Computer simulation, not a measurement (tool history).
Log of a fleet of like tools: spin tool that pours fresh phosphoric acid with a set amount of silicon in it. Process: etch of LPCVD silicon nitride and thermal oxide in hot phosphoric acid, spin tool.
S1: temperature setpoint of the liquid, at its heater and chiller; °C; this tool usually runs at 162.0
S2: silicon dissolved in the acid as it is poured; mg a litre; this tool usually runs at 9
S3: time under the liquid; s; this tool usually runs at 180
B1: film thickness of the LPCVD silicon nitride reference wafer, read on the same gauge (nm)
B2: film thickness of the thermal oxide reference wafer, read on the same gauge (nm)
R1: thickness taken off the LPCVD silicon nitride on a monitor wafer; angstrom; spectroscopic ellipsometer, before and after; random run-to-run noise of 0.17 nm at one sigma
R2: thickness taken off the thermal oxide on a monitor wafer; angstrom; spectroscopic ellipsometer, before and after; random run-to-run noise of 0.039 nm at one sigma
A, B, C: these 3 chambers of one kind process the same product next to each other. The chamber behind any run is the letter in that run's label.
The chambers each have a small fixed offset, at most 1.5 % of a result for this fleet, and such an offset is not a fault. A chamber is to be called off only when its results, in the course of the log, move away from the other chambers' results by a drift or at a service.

Run 1B, day 0.267: usual settings; B1 139.99; B2 140.01. Result: R1 189.920 angstrom, R2 4.9302 angstrom.
Run 2C, day 0.767: usual settings; B1 139.99; B2 139.98. Result: R1 187.450 angstrom, R2 4.7014 angstrom.
Run 3A, day 1.071: usual settings; B1 140.00; B2 140.01. Result: R1 189.380 angstrom, R2 4.5787 angstrom.
Run 4C, day 1.329: usual settings; B1 140.00; B2 139.99. Result: R1 188.270 angstrom, R2 4.4016 angstrom.
Run 5A, day 1.617: usual settings; B1 140.01; B2 139.99. Result: R1 190.110 angstrom, R2 5.1238 angstrom.
Run 6B, day 2.042: usual settings; B1 140.00; B2 140.00. Result: R1 189.530 angstrom, R2 4.4710 angstrom.
Run 7C, day 2.500: usual settings but S3 265 s; B1 140.01; B2 139.99. Result: R1 278.890 angstrom, R2 6.6787 angstrom.
Run 8B, day 2.925: usual settings but S3 265 s; B1 139.99; B2 139.96. Result: R1 274.820 angstrom, R2 7.3519 angstrom.
Run 9A, day 3.288: usual settings but S3 265 s; B1 139.98; B2 140.00. Result: R1 275.150 angstrom, R2 7.8653 angstrom.
Run 10C, day 3.767: usual settings but S1 163.0 °C, S3 90 s; B1 140.00; B2 140.03. Result: R1 96.402 angstrom, R2 2.4703 angstrom.
Run 11A, day 4.183: usual settings but S1 163.0 °C, S3 90 s; B1 140.01; B2 139.99. Result: R1 97.871 angstrom, R2 2.4991 angstrom.
Run 12B, day 4.538: usual settings but S1 163.0 °C, S3 90 s; B1 140.01; B2 140.01. Result: R1 96.027 angstrom, R2 2.6320 angstrom.
Run 13A, day 4.929: usual settings; B1 140.01; B2 140.01. Result: R1 190.160 angstrom, R2 5.0624 angstrom.
Run 14B, day 5.179: usual settings; B1 140.01; B2 140.01. Result: R1 187.120 angstrom, R2 4.3060 angstrom.
Run 15C, day 5.458: usual settings; B1 140.02; B2 140.01. Result: R1 187.390 angstrom, R2 4.9166 angstrom.
Run 16B, day 5.762: usual settings; B1 139.99; B2 140.03. Result: R1 188.970 angstrom, R2 4.6978 angstrom.
Run 17A, day 6.033: usual settings; B1 139.99; B2 140.03. Result: R1 189.180 angstrom, R2 4.8114 angstrom.
Run 18C, day 6.462: usual settings but S1 164.5 °C, S3 255 s; B1 140.02; B2 140.01. Result: R1 293.320 angstrom, R2 7.6399 angstrom.
Run 19B, day 6.725: usual settings but S1 164.5 °C, S3 255 s; B1 140.00; B2 140.03. Result: R1 289.220 angstrom, R2 9.6760 angstrom.
Run 20A, day 7.192: usual settings but S1 164.5 °C, S3 255 s; B1 139.98; B2 140.01. Result: R1 296.410 angstrom, R2 7.7043 angstrom.
Run 21C, day 7.704: usual settings; B1 139.99; B2 139.99. Result: R1 188.900 angstrom, R2 4.2798 angstrom.
Run 22C, day 8.121: usual settings; B1 140.00; B2 140.01. Result: R1 185.430 angstrom, R2 4.7744 angstrom.
Run 23A, day 8.354: usual settings; B1 140.02; B2 140.00. Result: R1 192.410 angstrom, R2 5.3935 angstrom.
Run 24B, day 8.671: usual settings; B1 140.01; B2 140.01. Result: R1 185.700 angstrom, R2 4.8603 angstrom.
Run 25C, day 8.971: usual settings but S2 14 mg a litre, S3 130 s; B1 139.98; B2 139.97. Result: R1 133.150 angstrom, R2 2.3671 angstrom.
Run 26B, day 9.446: usual settings but S2 14 mg a litre, S3 130 s; B1 139.99; B2 140.02. Result: R1 136.860 angstrom, R2 3.4169 angstrom.
Run 27A, day 9.971: usual settings but S2 14 mg a litre, S3 130 s; B1 139.98; B2 140.03. Result: R1 138.420 angstrom, R2 3.1231 angstrom.
Run 28B, day 10.238: usual settings; B1 139.98; B2 140.02. Result: R1 188.730 angstrom, R2 4.0446 angstrom.
Run 29A, day 10.658: usual settings; B1 140.01; B2 139.97. Result: R1 188.040 angstrom, R2 5.3041 angstrom.
Run 30C, day 10.942: usual settings; B1 140.02; B2 139.99. Result: R1 182.470 angstrom, R2 4.5995 angstrom.
Run 31C, day 11.458: usual settings; B1 140.00; B2 139.98. Result: R1 180.110 angstrom, R2 3.8520 angstrom.
Run 32A, day 11.771: usual settings; B1 140.01; B2 140.01. Result: R1 186.590 angstrom, R2 5.2040 angstrom.
Run 33B, day 12.146: usual settings; B1 140.02; B2 140.01. Result: R1 186.070 angstrom, R2 4.4649 angstrom.
Run 34B, day 12.471: usual settings; B1 140.00; B2 140.00. Result: R1 187.820 angstrom, R2 4.7968 angstrom.
Run 35C, day 12.871: usual settings; B1 140.00; B2 139.98. Result: R1 178.720 angstrom, R2 4.0758 angstrom.
At day 13.292: chamber A: dissolved silicon flow meter replaced.
Run 36A, day 13.292: usual settings; B1 139.99; B2 139.99. Result: R1 190.420 angstrom, R2 4.3006 angstrom.
Run 37A, day 13.729: usual settings; B1 139.99; B2 139.99. Result: R1 192.050 angstrom, R2 4.0316 angstrom.
Run 38C, day 14.083: usual settings; B1 140.01; B2 140.02. Result: R1 178.850 angstrom, R2 4.2319 angstrom.

Each of the 3 chambers runs these same settings next. Fill in every chamber's results:
Run 39A, day 14.467: usual settings. Result: R1 ?, R2 ?.
Run 39B, day 14.467: usual settings. Result: R1 ?, R2 ?.
Run 39C, day 14.467: usual settings. Result: R1 ?, R2 ?.

run       R1      R2
39A  189.850  4.2634
39B  188.670  4.8780
39C  179.080  3.8547
